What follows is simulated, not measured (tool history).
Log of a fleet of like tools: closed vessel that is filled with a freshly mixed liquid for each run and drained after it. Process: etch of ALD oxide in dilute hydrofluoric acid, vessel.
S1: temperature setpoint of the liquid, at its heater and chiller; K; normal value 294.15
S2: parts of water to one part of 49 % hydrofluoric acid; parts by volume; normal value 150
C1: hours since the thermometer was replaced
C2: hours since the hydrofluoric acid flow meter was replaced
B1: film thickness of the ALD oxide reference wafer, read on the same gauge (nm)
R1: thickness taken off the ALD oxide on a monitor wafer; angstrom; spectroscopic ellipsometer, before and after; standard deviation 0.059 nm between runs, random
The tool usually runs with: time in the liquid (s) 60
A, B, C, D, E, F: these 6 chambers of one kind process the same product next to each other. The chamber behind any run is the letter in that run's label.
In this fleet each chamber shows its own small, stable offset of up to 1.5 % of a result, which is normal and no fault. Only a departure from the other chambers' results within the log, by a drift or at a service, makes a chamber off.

{"run": "1B", "hour": 7.7, "S1": 294.15, "S2": 150, "time in the liquid (s)": 60, "C1": 2174.6, "C2": 1190.3, "B1": 120.02, "R1": 66.086}
{"run": "2D", "hour": 15.9, "S1": 294.15, "S2": 150, "time in the liquid (s)": 60, "C1": 1650.9, "C2": 223.9, "B1": 120.03, "R1": 65.456}
{"run": "3A", "hour": 22.5, "S1": 294.15, "S2": 150, "time in the liquid (s)": 60, "C1": 137.1, "C2": 936, "B1": 119.99, "R1": 65.564}
{"run": "4E", "hour": 26.4, "S1": 294.15, "S2": 150, "time in the liquid (s)": 60, "C1": 1509, "C2": 1091.1, "B1": 120.02, "R1": 65.705}
{"run": "5F", "hour": 34.8, "S1": 294.15, "S2": 150, "time in the liquid (s)": 60, "C1": 116.3, "C2": 1289.5, "B1": 120.01, "R1": 65.562}
{"run": "6C", "hour": 42.9, "S1": 294.15, "S2": 150, "time in the liquid (s)": 60, "C1": 1056.9, "C2": 1975.6, "B1": 119.97, "R1": 67.377}
{"run": "7E", "hour": 50.5, "S1": 294.15, "S2": 150, "time in the liquid (s)": 60, "C1": 1533.1, "C2": 1115.2, "B1": 119.97, "R1": 64.419}
{"run": "8A", "hour": 55.1, "S1": 294.15, "S2": 150, "time in the liquid (s)": 60, "C1": 169.7, "C2": 968.6, "B1": 120.02, "R1": 66.31}
{"run": "9B", "hour": 62.1, "S1": 294.15, "S2": 150, "time in the liquid (s)": 60, "C1": 2229, "C2": 1244.7, "B1": 120.02, "R1": 65.465}
{"run": "10F", "hour": 67.5, "S1": 294.15, "S2": 85, "time in the liquid (s)": 60, "C1": 149, "C2": 1322.2, "B1": 120, "R1": 123.31}
{"run": "11D", "hour": 74.1, "S1": 294.15, "S2": 85, "time in the liquid (s)": 60, "C1": 1709.1, "C2": 282.1, "B1": 119.99, "R1": 125.63}
{"run": "12C", "hour": 78.9, "S1": 294.15, "S2": 85, "time in the liquid (s)": 60, "C1": 1092.9, "C2": 2011.6, "B1": 119.98, "R1": 128.03}
{"run": "13C", "hour": 86.0, "S1": 294.15, "S2": 85, "time in the liquid (s)": 60, "C1": 1100, "C2": 2018.7, "B1": 119.97, "R1": 126.48}
{"run": "14D", "hour": 91.8, "S1": 294.15, "S2": 85, "time in the liquid (s)": 60, "C1": 1726.8, "C2": 299.8, "B1": 120, "R1": 124.83}
{"run": "15F", "hour": 97.4, "S1": 294.15, "S2": 85, "time in the liquid (s)": 60, "C1": 178.9, "C2": 1352.1, "B1": 119.99, "R1": 122.95}
{"run": "16E", "hour": 104.2, "S1": 294.15, "S2": 150, "time in the liquid (s)": 60, "C1": 1586.8, "C2": 1168.9, "B1": 120.02, "R1": 65.465}
{"run": "17B", "hour": 108.7, "S1": 294.15, "S2": 150, "time in the liquid (s)": 60, "C1": 2275.6, "C2": 1291.3, "B1": 119.99, "R1": 66.385}
{"run": "18A", "hour": 116.8, "S1": 294.15, "S2": 150, "time in the liquid (s)": 60, "C1": 231.4, "C2": 1030.3, "B1": 119.98, "R1": 66.043}
{"hour": 118.9, "done": "chamber C: thermometer replaced"}
{"run": "19D", "hour": 120.8, "S1": 294.15, "S2": 210, "time in the liquid (s)": 45, "C1": 1755.8, "C2": 328.8, "B1": 119.99, "R1": 33.05}
{"run": "20E", "hour": 126.3, "S1": 294.15, "S2": 210, "time in the liquid (s)": 45, "C1": 1608.9, "C2": 1191, "B1": 119.99, "R1": 33.271}
{"run": "21C", "hour": 134.7, "S1": 294.15, "S2": 210, "time in the liquid (s)": 45, "C1": 15.8, "C2": 2067.4, "B1": 120, "R1": 34.013}
{"run": "22A", "hour": 142.9, "S1": 294.15, "S2": 210, "time in the liquid (s)": 45, "C1": 257.5, "C2": 1056.4, "B1": 119.99, "R1": 32.377}
{"run": "23F", "hour": 151.1, "S1": 294.15, "S2": 210, "time in the liquid (s)": 45, "C1": 232.6, "C2": 1405.8, "B1": 120, "R1": 33.613}
{"run": "24B", "hour": 155.5, "S1": 294.15, "S2": 210, "time in the liquid (s)": 45, "C1": 2322.4, "C2": 1338.1, "B1": 120.01, "R1": 32.907}
{"run": "25D", "hour": 162.7, "S1": 294.15, "S2": 150, "time in the liquid (s)": 60, "C1": 1797.7, "C2": 370.7, "B1": 120, "R1": 65.354}
{"run": "26C", "hour": 168.7, "S1": 294.15, "S2": 150, "time in the liquid (s)": 60, "C1": 49.8, "C2": 2101.4, "B1": 119.96, "R1": 65.838}
{"run": "27F", "hour": 175.6, "S1": 294.15, "S2": 150, "time in the liquid (s)": 60, "C1": 257.1, "C2": 1430.3, "B1": 119.98, "R1": 66.435}
{"run": "28B", "hour": 182.0, "S1": 294.15, "S2": 150, "time in the liquid (s)": 60, "C1": 2348.9, "C2": 1364.6, "B1": 119.99, "R1": 65.438}
{"run": "29A", "hour": 188.4, "S1": 294.15, "S2": 150, "time in the liquid (s)": 60, "C1": 303, "C2": 1101.9, "B1": 119.98, "R1": 63.16}
{"run": "30E", "hour": 192.8, "S1": 294.15, "S2": 150, "time in the liquid (s)": 60, "C1": 1675.4, "C2": 1257.5, "B1": 119.95, "R1": 64.978}
{"run": "31C", "hour": 197.3, "S1": 294.15, "S2": 150, "time in the liquid (s)": 60, "C1": 78.4, "C2": 2130, "B1": 119.98, "R1": 66.405}
{"run": "32E", "hour": 202.8, "S1": 294.15, "S2": 150, "time in the liquid (s)": 60, "C1": 1685.4, "C2": 1267.5, "B1": 120.01, "R1": 65.078}
{"run": "33B", "hour": 210.0, "S1": 298.15, "S2": 150, "time in the liquid (s)": 75, "C1": 2376.9, "C2": 1392.6, "B1": 120.01, "R1": 96.829}
{"run": "34F", "hour": 215.3, "S1": 298.15, "S2": 150, "time in the liquid (s)": 75, "C1": 296.8, "C2": 1470, "B1": 119.99, "R1": 94.618}
{"run": "35A", "hour": 223.9, "S1": 298.15, "S2": 150, "time in the liquid (s)": 75, "C1": 338.5, "C2": 1137.4, "B1": 119.97, "R1": 90.77}
{"run": "36D", "hour": 232.4, "S1": 298.15, "S2": 150, "time in the liquid (s)": 75, "C1": 1867.4, "C2": 440.4, "B1": 119.98, "R1": 95.021}
{"run": "37B", "hour": 237.8, "S1": 298.15, "S2": 150, "time in the liquid (s)": 75, "C1": 2404.7, "C2": 1420.4, "B1": 120.02, "R1": 95.167}

Has any chamber moved away from the others, gradually or after a service, or does the common gauge drift, or do the chambers differ only by their own small steady offsets? State the chamber and the most likely cause if one applies.

One chamber, A, drifts off from the rest bit by bit.
Most likely cause: hydrofluoric acid flow below the setpoint (%) = 5.35.
The log may not tell that from: liquid colder than its thermometer reads (K).

Here are 4 candidates for chamber A's next run, each the usual settings with a change, their results left as question marks. Which one brings its results back in line with what the others give on the usual settings?
In-line tolerance around the mean of the other chambers on the usual settings: R1 2.1 angstrom
{"run": "38A-1", "hour": 244.0, "S1": 295.65, "S2": 150, "time in the liquid (s)": 60, "R1": "?"}
{"run": "38A-2", "hour": 244.0, "S1": 294.15, "S2": 165, "time in the liquid (s)": 60, "R1": "?"}
{"run": "38A-3", "hour": 244.0, "S1": 294.15, "S2": 145, "time in the liquid (s)": 65, "R1": "?"}
{"run": "38A-4", "hour": 244.0, "S1": 292.65, "S2": 150, "time in the liquid (s)": 60, "R1": "?"}

Mean of the other chambers on the usual settings: R1 65.723 angstrom
run=38A-1 R1=65.435
run=38A-2 R1=55.065
run=38A-3 R1=69.551
run=38A-4 R1=58.085
38A-1 puts the chamber back in line with the other chambers.
